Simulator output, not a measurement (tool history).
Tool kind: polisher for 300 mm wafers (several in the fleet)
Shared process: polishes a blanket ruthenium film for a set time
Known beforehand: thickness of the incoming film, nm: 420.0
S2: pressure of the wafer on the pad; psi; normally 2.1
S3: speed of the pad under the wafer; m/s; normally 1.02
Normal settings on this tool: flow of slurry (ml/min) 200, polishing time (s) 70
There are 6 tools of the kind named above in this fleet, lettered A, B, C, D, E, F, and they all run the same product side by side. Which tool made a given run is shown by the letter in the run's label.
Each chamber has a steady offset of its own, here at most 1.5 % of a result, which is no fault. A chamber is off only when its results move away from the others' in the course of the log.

{"run": "1F", "day": 0.404, "flow of slurry (ml/min)": 200, "S2": 2.1, "S3": 1.02, "polishing time (s)": 70, "film removed (Å)": 998.96}
{"run": "2E", "day": 0.692, "flow of slurry (ml/min)": 200, "S2": 2.1, "S3": 1.02, "polishing time (s)": 70, "film removed (Å)": 974.83}
{"day": 0.979, "done": "chamber B: worn pad replaced by a new one"}
{"run": "3B", "day": 1.004, "flow of slurry (ml/min)": 200, "S2": 2.1, "S3": 1.02, "polishing time (s)": 70, "film removed (Å)": 987.17}
{"run": "4A", "day": 1.496, "flow of slurry (ml/min)": 200, "S2": 2.1, "S3": 1.02, "polishing time (s)": 70, "film removed (Å)": 993.03}
{"day": 1.908, "done": "chamber A: head pressure recalibrated"}
{"run": "5C", "day": 1.967, "flow of slurry (ml/min)": 200, "S2": 2.1, "S3": 1.02, "polishing time (s)": 70, "film removed (Å)": 987.03}
{"run": "6D", "day": 2.412, "flow of slurry (ml/min)": 200, "S2": 2.1, "S3": 1.02, "polishing time (s)": 70, "film removed (Å)": 1023.0}
{"run": "7A", "day": 2.679, "flow of slurry (ml/min)": 265, "S2": 2.1, "S3": 0.76, "polishing time (s)": 70, "film removed (Å)": 759.87}
{"day": 2.888, "done": "chamber D: worn pad replaced by a new one"}
{"run": "8E", "day": 2.992, "flow of slurry (ml/min)": 265, "S2": 2.1, "S3": 0.76, "polishing time (s)": 70, "film removed (Å)": 747.1}
{"run": "9D", "day": 3.304, "flow of slurry (ml/min)": 265, "S2": 2.1, "S3": 0.76, "polishing time (s)": 70, "film removed (Å)": 773.92}
{"run": "10C", "day": 3.7, "flow of slurry (ml/min)": 265, "S2": 2.1, "S3": 0.76, "polishing time (s)": 70, "film removed (Å)": 766.57}
{"run": "11B", "day": 4.012, "flow of slurry (ml/min)": 265, "S2": 2.1, "S3": 0.76, "polishing time (s)": 70, "film removed (Å)": 752.04}
{"day": 4.358, "done": "chamber E: slurry nozzle cleaned"}
{"run": "12F", "day": 4.475, "flow of slurry (ml/min)": 265, "S2": 2.1, "S3": 0.76, "polishing time (s)": 70, "film removed (Å)": 768.97}
{"day": 4.562, "done": "chamber B: head pressure recalibrated"}
{"day": 4.804, "done": "chamber A: worn pad replaced by a new one"}
{"run": "13E", "day": 4.929, "flow of slurry (ml/min)": 200, "S2": 2.1, "S3": 1.02, "polishing time (s)": 70, "film removed (Å)": 977.84}
{"day": 5.171, "done": "chamber C: worn pad replaced by a new one"}
{"run": "14C", "day": 5.192, "flow of slurry (ml/min)": 200, "S2": 2.1, "S3": 0.78, "polishing time (s)": 93, "film removed (Å)": 1012.3}
{"day": 5.233, "done": "chamber F: worn pad replaced by a new one"}
{"run": "15A", "day": 5.654, "flow of slurry (ml/min)": 200, "S2": 2.1, "S3": 0.78, "polishing time (s)": 93, "film removed (Å)": 1016.3}
{"day": 5.862, "done": "chamber D: head pressure recalibrated"}
{"run": "16B", "day": 5.996, "flow of slurry (ml/min)": 200, "S2": 2.1, "S3": 0.78, "polishing time (s)": 93, "film removed (Å)": 994.19}
{"run": "17F", "day": 6.342, "flow of slurry (ml/min)": 200, "S2": 2.1, "S3": 0.78, "polishing time (s)": 93, "film removed (Å)": 1019.1}
{"day": 6.583, "done": "chamber E: worn pad replaced by a new one"}
{"run": "18D", "day": 6.683, "flow of slurry (ml/min)": 200, "S2": 2.1, "S3": 0.78, "polishing time (s)": 93, "film removed (Å)": 1008.4}
{"run": "19D", "day": 7.1, "flow of slurry (ml/min)": 200, "S2": 2.1, "S3": 0.78, "polishing time (s)": 93, "film removed (Å)": 1014.2}
{"run": "20E", "day": 7.542, "flow of slurry (ml/min)": 200, "S2": 2.1, "S3": 1.02, "polishing time (s)": 70, "film removed (Å)": 1008.2}
{"day": 7.892, "done": "chamber B: worn pad replaced by a new one"}
{"run": "21F", "day": 7.9, "flow of slurry (ml/min)": 135, "S2": 2.6, "S3": 1.02, "polishing time (s)": 70, "film removed (Å)": 1153.8}
{"day": 8.042, "done": "chamber D: worn pad replaced by a new one"}
{"day": 8.288, "done": "chamber D: slurry nozzle cleaned"}
{"run": "22C", "day": 8.379, "flow of slurry (ml/min)": 135, "S2": 2.6, "S3": 1.02, "polishing time (s)": 70, "film removed (Å)": 1147.4}
{"run": "23B", "day": 8.762, "flow of slurry (ml/min)": 135, "S2": 2.6, "S3": 1.02, "polishing time (s)": 70, "film removed (Å)": 1148.9}
{"run": "24A", "day": 9.021, "flow of slurry (ml/min)": 135, "S2": 2.6, "S3": 1.02, "polishing time (s)": 70, "film removed (Å)": 1143.5}
{"day": 9.175, "done": "chamber C: head pressure recalibrated"}
{"run": "25B", "day": 9.562, "flow of slurry (ml/min)": 135, "S2": 2.6, "S3": 1.02, "polishing time (s)": 70, "film removed (Å)": 1135.7}
{"run": "26C", "day": 9.854, "flow of slurry (ml/min)": 135, "S2": 2.6, "S3": 1.02, "polishing time (s)": 70, "film removed (Å)": 1144.8}
{"run": "27F", "day": 10.262, "flow of slurry (ml/min)": 200, "S2": 2.1, "S3": 1.02, "polishing time (s)": 70, "film removed (Å)": 992.95}
{"day": 10.683, "done": "chamber A: worn pad replaced by a new one"}
{"run": "28A", "day": 10.721, "flow of slurry (ml/min)": 200, "S2": 2.1, "S3": 1.02, "polishing time (s)": 70, "film removed (Å)": 967.32}
{"run": "29E", "day": 10.958, "flow of slurry (ml/min)": 200, "S2": 2.1, "S3": 1.02, "polishing time (s)": 70, "film removed (Å)": 1034.2}
{"run": "30D", "day": 11.362, "flow of slurry (ml/min)": 200, "S2": 2.1, "S3": 1.02, "polishing time (s)": 70, "film removed (Å)": 1004.2}
{"run": "31A", "day": 11.775, "flow of slurry (ml/min)": 200, "S2": 2.1, "S3": 1.02, "polishing time (s)": 70, "film removed (Å)": 1010.4}
{"day": 11.971, "done": "chamber F: worn pad replaced by a new one"}
{"day": 12.079, "done": "chamber C: worn pad replaced by a new one"}
{"run": "32D", "day": 12.129, "flow of slurry (ml/min)": 200, "S2": 2.1, "S3": 1.02, "polishing time (s)": 70, "film removed (Å)": 1003.8}
{"run": "33E", "day": 12.575, "flow of slurry (ml/min)": 200, "S2": 2.1, "S3": 1.02, "polishing time (s)": 70, "film removed (Å)": 1057.2}
{"run": "34C", "day": 12.938, "flow of slurry (ml/min)": 200, "S2": 2.1, "S3": 1.02, "polishing time (s)": 70, "film removed (Å)": 985.87}
{"day": 13.029, "done": "chamber D: worn pad replaced by a new one"}
{"run": "35B", "day": 13.208, "flow of slurry (ml/min)": 200, "S2": 2.1, "S3": 1.02, "polishing time (s)": 70, "film removed (Å)": 976.84}
{"run": "36F", "day": 13.446, "flow of slurry (ml/min)": 200, "S2": 2.1, "S3": 1.02, "polishing time (s)": 70, "film removed (Å)": 1002.9}
{"day": 13.846, "done": "chamber A: slurry nozzle cleaned"}
{"run": "37F", "day": 13.979, "flow of slurry (ml/min)": 200, "S2": 2.1, "S3": 1.02, "polishing time (s)": 70, "film removed (Å)": 1003.0}
{"run": "38C", "day": 14.229, "flow of slurry (ml/min)": 200, "S2": 2.1, "S3": 1.02, "polishing time (s)": 70, "film removed (Å)": 972.6}
{"run": "39A", "day": 14.771, "flow of slurry (ml/min)": 200, "S2": 2.1, "S3": 1.02, "polishing time (s)": 70, "film removed (Å)": 994.77}
{"run": "40D", "day": 15.296, "flow of slurry (ml/min)": 200, "S2": 2.7, "S3": 1.02, "polishing time (s)": 70, "film removed (Å)": 1299.6}

Each of the 6 chambers runs these same settings next. Fill in every chamber's results:
{"run": "41A", "day": 15.683, "flow of slurry (ml/min)": 200, "S2": 2.1, "S3": 1.02, "polishing time (s)": 70, "film removed (Å)": "?"}
{"run": "41B", "day": 15.683, "flow of slurry (ml/min)": 200, "S2": 2.1, "S3": 1.02, "polishing time (s)": 70, "film removed (Å)": "?"}
{"run": "41C", "day": 15.683, "flow of slurry (ml/min)": 200, "S2": 2.1, "S3": 1.02, "polishing time (s)": 70, "film removed (Å)": "?"}
{"run": "41D", "day": 15.683, "flow of slurry (ml/min)": 200, "S2": 2.1, "S3": 1.02, "polishing time (s)": 70, "film removed (Å)": "?"}
{"run": "41E", "day": 15.683, "flow of slurry (ml/min)": 200, "S2": 2.1, "S3": 1.02, "polishing time (s)": 70, "film removed (Å)": "?"}
{"run": "41F", "day": 15.683, "flow of slurry (ml/min)": 200, "S2": 2.1, "S3": 1.02, "polishing time (s)": 70, "film removed (Å)": "?"}

run=41A film_removed_(Å)=981.96
run=41B film_removed_(Å)=991.52
run=41C film_removed_(Å)=986.77
run=41D film_removed_(Å)=1007.40
run=41E film_removed_(Å)=1101.40
run=41F film_removed_(Å)=997.46
